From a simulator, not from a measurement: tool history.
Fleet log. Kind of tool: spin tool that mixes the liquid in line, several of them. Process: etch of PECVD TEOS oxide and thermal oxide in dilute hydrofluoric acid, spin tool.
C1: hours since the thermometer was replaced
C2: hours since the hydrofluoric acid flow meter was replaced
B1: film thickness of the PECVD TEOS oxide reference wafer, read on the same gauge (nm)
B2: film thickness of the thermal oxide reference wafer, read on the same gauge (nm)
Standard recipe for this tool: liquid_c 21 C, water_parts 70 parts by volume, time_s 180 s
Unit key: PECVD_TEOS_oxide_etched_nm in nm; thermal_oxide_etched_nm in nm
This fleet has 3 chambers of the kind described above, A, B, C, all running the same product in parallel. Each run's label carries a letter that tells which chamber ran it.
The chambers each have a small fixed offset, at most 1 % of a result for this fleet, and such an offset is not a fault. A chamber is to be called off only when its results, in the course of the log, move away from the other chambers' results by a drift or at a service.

Run 1C, hour 11.2: usual settings; C1 1123.6; C2 322.9; B1 59.996; B2 79.938. Result: PECVD_TEOS_oxide_etched_nm 21.841 nm, thermal_oxide_etched_nm 10.939 nm.
Run 2B, hour 19.1: usual settings; C1 2438.7; C2 400.1; B1 59.948; B2 80.054. Result: PECVD_TEOS_oxide_etched_nm 21.763 nm, thermal_oxide_etched_nm 11.054 nm.
Run 3A, hour 26.5: usual settings; C1 938.3; C2 1113.1; B1 60.029; B2 79.965. Result: PECVD_TEOS_oxide_etched_nm 22.175 nm, thermal_oxide_etched_nm 11.256 nm.
Run 4A, hour 35.5: usual settings; C1 947.3; C2 1122.1; B1 59.971; B2 79.981. Result: PECVD_TEOS_oxide_etched_nm 21.728 nm, thermal_oxide_etched_nm 11.207 nm.
Run 5C, hour 42.1: usual settings; C1 1154.5; C2 353.8; B1 60.049; B2 80.026. Result: PECVD_TEOS_oxide_etched_nm 21.813 nm, thermal_oxide_etched_nm 10.890 nm.
Run 6B, hour 57.1: usual settings; C1 2476.7; C2 438.1; B1 59.958; B2 79.987. Result: PECVD_TEOS_oxide_etched_nm 22.376 nm, thermal_oxide_etched_nm 10.955 nm.
Run 7B, hour 66.7: usual settings; C1 2486.3; C2 447.7; B1 59.987; B2 79.992. Result: PECVD_TEOS_oxide_etched_nm 22.016 nm, thermal_oxide_etched_nm 11.098 nm.
Run 8C, hour 80.6: usual settings; C1 1193.0; C2 392.3; B1 59.942; B2 80.007. Result: PECVD_TEOS_oxide_etched_nm 22.225 nm, thermal_oxide_etched_nm 11.201 nm.
Run 9A, hour 91.2: usual settings; C1 1003.0; C2 1177.8; B1 59.967; B2 80.015. Result: PECVD_TEOS_oxide_etched_nm 22.220 nm, thermal_oxide_etched_nm 11.110 nm.
Run 10B, hour 98.9: usual settings; C1 2518.5; C2 479.9; B1 59.963; B2 80.010. Result: PECVD_TEOS_oxide_etched_nm 22.015 nm, thermal_oxide_etched_nm 11.104 nm.
Run 11C, hour 108.6: usual settings; C1 1221.0; C2 420.3; B1 59.997; B2 80.010. Result: PECVD_TEOS_oxide_etched_nm 21.877 nm, thermal_oxide_etched_nm 11.174 nm.
Run 12A, hour 115.3: usual settings; C1 1027.1; C2 1201.9; B1 59.991; B2 79.975. Result: PECVD_TEOS_oxide_etched_nm 21.959 nm, thermal_oxide_etched_nm 11.195 nm.
Run 13A, hour 128.8: usual settings; C1 1040.6; C2 1215.4; B1 60.018; B2 79.947. Result: PECVD_TEOS_oxide_etched_nm 22.134 nm, thermal_oxide_etched_nm 11.139 nm.
Run 14B, hour 140.9: usual settings; C1 2560.5; C2 521.9; B1 60.006; B2 79.999. Result: PECVD_TEOS_oxide_etched_nm 22.326 nm, thermal_oxide_etched_nm 11.038 nm.
Run 15C, hour 148.1: usual settings; C1 1260.5; C2 459.8; B1 60.046; B2 80.018. Result: PECVD_TEOS_oxide_etched_nm 22.056 nm, thermal_oxide_etched_nm 11.099 nm.
Run 16A, hour 155.9: usual settings; C1 1067.7; C2 1242.5; B1 59.995; B2 80.037. Result: PECVD_TEOS_oxide_etched_nm 22.332 nm, thermal_oxide_etched_nm 11.170 nm.
Run 17C, hour 168.4: usual settings; C1 1280.8; C2 480.1; B1 60.024; B2 79.964. Result: PECVD_TEOS_oxide_etched_nm 22.086 nm, thermal_oxide_etched_nm 11.020 nm.
Run 18B, hour 175.9: usual settings; C1 2595.5; C2 556.9; B1 59.969; B2 80.017. Result: PECVD_TEOS_oxide_etched_nm 22.110 nm, thermal_oxide_etched_nm 11.083 nm.
Run 19C, hour 187.4: usual settings; C1 1299.8; C2 499.1; B1 59.964; B2 79.961. Result: PECVD_TEOS_oxide_etched_nm 21.701 nm, thermal_oxide_etched_nm 11.114 nm.
At hour 194.8: chamber A: thermometer replaced.
Run 20A, hour 198.6: usual settings; C1 3.9; C2 1285.2; B1 60.011; B2 80.002. Result: PECVD_TEOS_oxide_etched_nm 22.072 nm, thermal_oxide_etched_nm 11.054 nm.
Run 21B, hour 213.0: usual settings; C1 2632.6; C2 594.0; B1 60.019; B2 79.965. Result: PECVD_TEOS_oxide_etched_nm 22.017 nm, thermal_oxide_etched_nm 11.173 nm.
Run 22C, hour 225.5: usual settings; C1 1337.9; C2 537.2; B1 60.003; B2 80.040. Result: PECVD_TEOS_oxide_etched_nm 22.106 nm, thermal_oxide_etched_nm 11.167 nm.
Run 23A, hour 233.4: usual settings; C1 38.7; C2 1320.0; B1 60.012; B2 80.002. Result: PECVD_TEOS_oxide_etched_nm 21.749 nm, thermal_oxide_etched_nm 11.179 nm.
Run 24B, hour 247.8: usual settings; C1 2667.4; C2 628.8; B1 60.041; B2 80.043. Result: PECVD_TEOS_oxide_etched_nm 22.242 nm, thermal_oxide_etched_nm 10.901 nm.
Run 25C, hour 257.7: usual settings; C1 1370.1; C2 569.4; B1 60.037; B2 80.011. Result: PECVD_TEOS_oxide_etched_nm 22.055 nm, thermal_oxide_etched_nm 11.102 nm.
Run 26A, hour 266.5: usual settings; C1 71.8; C2 1353.1; B1 60.024; B2 80.002. Result: PECVD_TEOS_oxide_etched_nm 21.621 nm, thermal_oxide_etched_nm 11.094 nm.
Run 27B, hour 277.8: usual settings; C1 2697.4; C2 658.8; B1 59.992; B2 80.011. Result: PECVD_TEOS_oxide_etched_nm 21.855 nm, thermal_oxide_etched_nm 11.031 nm.
Run 28C, hour 291.3: usual settings; C1 1403.7; C2 603.0; B1 60.075; B2 80.013. Result: PECVD_TEOS_oxide_etched_nm 21.982 nm, thermal_oxide_etched_nm 10.994 nm.
Run 29B, hour 303.9: usual settings; C1 2723.5; C2 684.9; B1 59.940; B2 80.027. Result: PECVD_TEOS_oxide_etched_nm 21.825 nm, thermal_oxide_etched_nm 11.221 nm.
Run 30A, hour 317.9: usual settings; C1 123.2; C2 1404.5; B1 60.014; B2 79.997. Result: PECVD_TEOS_oxide_etched_nm 22.346 nm, thermal_oxide_etched_nm 10.984 nm.
Run 31A, hour 324.6: usual settings but time_s 225 s; C1 129.9; C2 1411.2; B1 60.066; B2 80.009. Result: PECVD_TEOS_oxide_etched_nm 27.278 nm, thermal_oxide_etched_nm 13.882 nm.
Run 32C, hour 333.1: usual settings but time_s 225 s; C1 1445.5; C2 644.8; B1 60.034; B2 79.968. Result: PECVD_TEOS_oxide_etched_nm 27.597 nm, thermal_oxide_etched_nm 13.833 nm.
Run 33B, hour 343.1: usual settings but time_s 225 s; C1 2762.7; C2 724.1; B1 60.026; B2 79.978. Result: PECVD_TEOS_oxide_etched_nm 27.138 nm, thermal_oxide_etched_nm 13.927 nm.
Run 34C, hour 355.4: usual settings; C1 1467.8; C2 667.1; B1 59.968; B2 80.001. Result: PECVD_TEOS_oxide_etched_nm 22.311 nm, thermal_oxide_etched_nm 11.108 nm.
Run 35B, hour 367.1: usual settings; C1 2786.7; C2 748.1; B1 59.956; B2 80.012. Result: PECVD_TEOS_oxide_etched_nm 22.076 nm, thermal_oxide_etched_nm 11.145 nm.
Run 36A, hour 377.8: usual settings; C1 183.1; C2 1464.4; B1 60.034; B2 79.982. Result: PECVD_TEOS_oxide_etched_nm 21.948 nm, thermal_oxide_etched_nm 11.131 nm.
Run 37B, hour 387.4: usual settings; C1 2807.0; C2 768.4; B1 59.995; B2 80.009. Result: PECVD_TEOS_oxide_etched_nm 22.079 nm, thermal_oxide_etched_nm 11.123 nm.
Run 38A, hour 401.6: usual settings; C1 206.9; C2 1488.2; B1 60.007; B2 80.041. Result: PECVD_TEOS_oxide_etched_nm 22.205 nm, thermal_oxide_etched_nm 11.138 nm.
Run 39C, hour 412.2: usual settings; C1 1524.6; C2 723.9; B1 59.970; B2 80.007. Result: PECVD_TEOS_oxide_etched_nm 22.226 nm, thermal_oxide_etched_nm 10.983 nm.
Run 40C, hour 423.6: usual settings but water_parts 60 parts by volume; C1 1536.0; C2 735.3; B1 60.016; B2 79.994. Result: PECVD_TEOS_oxide_etched_nm 25.846 nm, thermal_oxide_etched_nm 13.099 nm.
Run 41B, hour 432.0: usual settings but water_parts 60 parts by volume; C1 2851.6; C2 813.0; B1 60.010; B2 80.036. Result: PECVD_TEOS_oxide_etched_nm 26.238 nm, thermal_oxide_etched_nm 13.188 nm.
Run 42A, hour 445.5: usual settings but water_parts 60 parts by volume; C1 250.8; C2 1532.1; B1 59.972; B2 79.979. Result: PECVD_TEOS_oxide_etched_nm 26.003 nm, thermal_oxide_etched_nm 13.229 nm.
Run 43B, hour 458.6: usual settings; C1 2878.2; C2 839.6; B1 60.003; B2 80.014. Result: PECVD_TEOS_oxide_etched_nm 22.010 nm, thermal_oxide_etched_nm 11.033 nm.

Each of the 3 chambers runs these same settings next. Fill in every chamber's results:
Run 44A, hour 469.6: usual settings. Result: PECVD_TEOS_oxide_etched_nm ?, thermal_oxide_etched_nm ?.
Run 44B, hour 469.6: usual settings. Result: PECVD_TEOS_oxide_etched_nm ?, thermal_oxide_etched_nm ?.
Run 44C, hour 469.6: usual settings. Result: PECVD_TEOS_oxide_etched_nm ?, thermal_oxide_etched_nm ?.

run  PECVD_TEOS_oxide_etched_nm  thermal_oxide_etched_nm
44A                      22.014                   11.154
44B                      22.171                   10.994
44C                      22.072                   11.146
